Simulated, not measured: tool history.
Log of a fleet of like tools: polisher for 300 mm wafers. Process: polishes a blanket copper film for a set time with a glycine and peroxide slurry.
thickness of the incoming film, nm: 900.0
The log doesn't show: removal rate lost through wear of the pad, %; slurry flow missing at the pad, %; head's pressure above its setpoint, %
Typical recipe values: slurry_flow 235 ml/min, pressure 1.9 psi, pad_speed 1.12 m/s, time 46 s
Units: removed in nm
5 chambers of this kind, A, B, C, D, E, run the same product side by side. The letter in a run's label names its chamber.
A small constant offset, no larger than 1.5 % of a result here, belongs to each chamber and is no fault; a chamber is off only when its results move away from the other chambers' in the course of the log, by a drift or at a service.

run   hour  slurry_flow  pressure  pad_speed  time  wafers polished on this pad  hours since the slurry nozzle was cleaned  hours since the head pressure was calibrated  removed
 1B    5.0          235       1.9       1.12    46                          904                                      230.5                                          90.9   169.08
 2A   13.1          235       1.9       1.12    46                          510                                       52.4                                          36.1   165.94
 3D   17.0          235       1.9       1.12    46                          385                                       96.4                                         695.1   172.08
      17.9  -- chamber E: worn pad replaced by a new one
      20.5  -- chamber B: worn pad replaced by a new one
 4C   24.3          235       1.9       1.12    46                          610                                      276.7                                         175.0   178.77
 5E   29.3          235       1.9       1.12    46                          116                                      290.6                                         744.5   169.61
 6B   34.2          235       1.9       1.12    46                          140                                      259.7                                         120.1   171.42
 7C   38.4          235       1.9       1.12    46                          753                                      290.8                                         189.1   174.79
 8D   44.4          235       1.9       1.12    46                          663                                      123.8                                         722.5   170.62
 9E   48.4          235       1.9       1.12    46                          311                                      309.7                                         763.6   171.45
10A   53.5          235       1.9       1.12    46                          921                                       92.8                                          76.5   165.05
11A   58.8          275       2.2       1.12    46                          975                                       98.1                                          81.8   193.12
      59.5  -- chamber D: worn pad replaced by a new one
12D   65.7          275       2.2       1.12    46                           63                                      145.1                                         743.8   192.63
13E   72.9          275       2.2       1.12    46                          560                                      334.2                                         788.1   194.63
      73.6  -- chamber C: worn pad replaced by a new one
14C   80.9          275       2.2       1.12    46                           75                                      333.3                                         231.6   197.22
      81.5  -- chamber E: worn pad replaced by a new one
15B   89.2          275       2.2       1.12    46                          699                                      314.7                                         175.1   194.25
      91.6  -- chamber B: slurry nozzle cleaned
16C   93.2          235       1.9       1.12    46                          200                                      345.6                                         243.9   175.32
17D  100.5          235       1.9       1.12    46                          416                                      179.9                                         778.6   170.16
18E  107.7          235       1.9       1.12    46                          266                                      369.0                                         822.9   174.77
     109.4  -- chamber A: worn pad replaced by a new one
19B  116.4          235       1.9       1.12    46                          975                                       24.8                                         202.3   172.10
20A  121.7          235       1.9       1.12    46                          125                                      161.0                                         144.7   169.28
     129.1  -- chamber B: worn pad replaced by a new one
     129.6  -- chamber D: worn pad replaced by a new one
21D  129.8          235       1.9       1.12    46                            2                                      209.2                                         807.9   168.82
     133.3  -- chamber C: slurry nozzle cleaned
22E  134.4          275       1.4       1.12    46                          538                                      395.7                                         849.6   140.23
23C  141.4          275       1.4       1.12    46                          690                                        8.2                                         292.1   139.39
     144.9  -- chamber E: worn pad replaced by a new one
24B  146.7          275       1.4       1.12    46                          179                                       55.1                                         232.6   136.57
25A  153.1          275       1.4       1.12    46                          444                                      192.4                                         176.1   137.26
26D  158.7          275       1.4       1.12    46                          296                                      238.1                                         836.8   137.51
27A  165.2          235       1.9       1.12    46                          567                                      204.5                                         188.2   166.23
     167.9  -- chamber C: worn pad replaced by a new one
28E  169.2          235       1.9       1.12    46                          247                                      430.5                                         884.4   172.32
29B  175.6          235       1.9       1.12    46                          473                                       84.0                                         261.5   170.68
30C  181.4          235       1.9       1.12    46                          137                                       48.2                                         332.1   174.27
31D  186.4          235       1.9       1.12    46                          578                                      265.8                                         864.5   170.31
32E  192.2          235       1.9       1.12    46                          481                                      453.5                                         907.4   171.23
     195.1  -- chamber D: worn pad replaced by a new one
     196.4  -- chamber D: slurry nozzle cleaned
33C  199.7          235       1.9       1.12    46                          323                                       66.5                                         350.4   173.34
34A  206.5          235       1.9       1.12    46                          987                                      245.8                                         229.5   166.51
35B  211.7          235       1.9       1.12    46                          840                                      120.1                                         297.6   167.71
36D  219.3          235       1.9       1.12    46                          246                                       22.9                                         897.4   168.95
37B  223.5          235       1.9       1.12    46                          960                                      131.9                                         309.4   170.67
38A  230.9          235       1.9       1.12    46                         1235                                      270.2                                         253.9   169.72
39C  235.4          235       1.9       1.12    46                          686                                      102.2                                         386.1   176.82

Has any chamber moved away from the others, gradually or after a service, or does the common gauge drift, or do the chambers differ only by their own small steady offsets? State the chamber and the most likely cause if one applies.

Beyond each chamber's small constant offset nothing stands out, and the gauge stays steady.
